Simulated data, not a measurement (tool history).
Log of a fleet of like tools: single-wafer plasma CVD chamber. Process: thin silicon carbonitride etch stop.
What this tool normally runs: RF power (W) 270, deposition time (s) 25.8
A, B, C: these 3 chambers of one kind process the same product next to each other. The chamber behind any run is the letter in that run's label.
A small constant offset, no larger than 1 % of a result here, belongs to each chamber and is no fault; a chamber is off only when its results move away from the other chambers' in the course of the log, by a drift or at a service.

run,hour,RF power (W),deposition time (s),hours since the last thermocouple change,hours since the last RF generator calibration,"read-back reference wafer on the same gauge, thickness_nm",mean film thickness on the monitor wafer (Å)
1C,8.2,270,25.8,2131.1,373.0,16.191,161.48
2A,19.0,270,25.8,408.9,1012.3,16.192,159.83
3B,29.9,270,25.8,1205.1,1455.2,16.202,161.46
4C,37.0,270,25.8,2159.9,401.8,16.208,163.29
5A,44.6,270,25.8,434.5,1037.9,16.203,160.36
6B,50.7,270,25.8,1225.9,1476.0,16.201,160.74
7C,58.1,270,25.8,2181.0,422.9,16.176,160.73
# hour 64.3: chamber A: RF generator calibrated
8B,64.5,270,25.8,1239.7,1489.8,16.190,158.91
9A,72.4,270,25.8,462.3,8.1,16.215,160.03
10A,80.3,270,25.8,470.2,16.0,16.192,159.34
11B,91.6,270,25.8,1266.8,1516.9,16.189,161.20
12C,104.1,270,25.8,2227.0,468.9,16.199,160.53
13A,116.0,270,25.8,505.9,51.7,16.207,161.44
14C,122.6,270,25.8,2245.5,487.4,16.211,161.42
15B,134.2,270,20.8,1309.4,1559.5,16.193,130.10
16A,139.8,270,20.8,529.7,75.5,16.197,129.14
17B,151.7,270,20.8,1326.9,1577.0,16.183,129.92
18C,161.4,270,25.8,2284.3,526.2,16.221,161.54
19A,168.2,270,25.8,558.1,103.9,16.216,160.52
20B,178.4,270,25.8,1353.6,1603.7,16.202,160.74

Is one chamber off against the others, does the gauge drift, or is nothing wrong? If a chamber is off, say which, and what the likeliest cause is.

Nothing is wrong: each chamber keeps only its own small, steady offset and the gauge holds still.
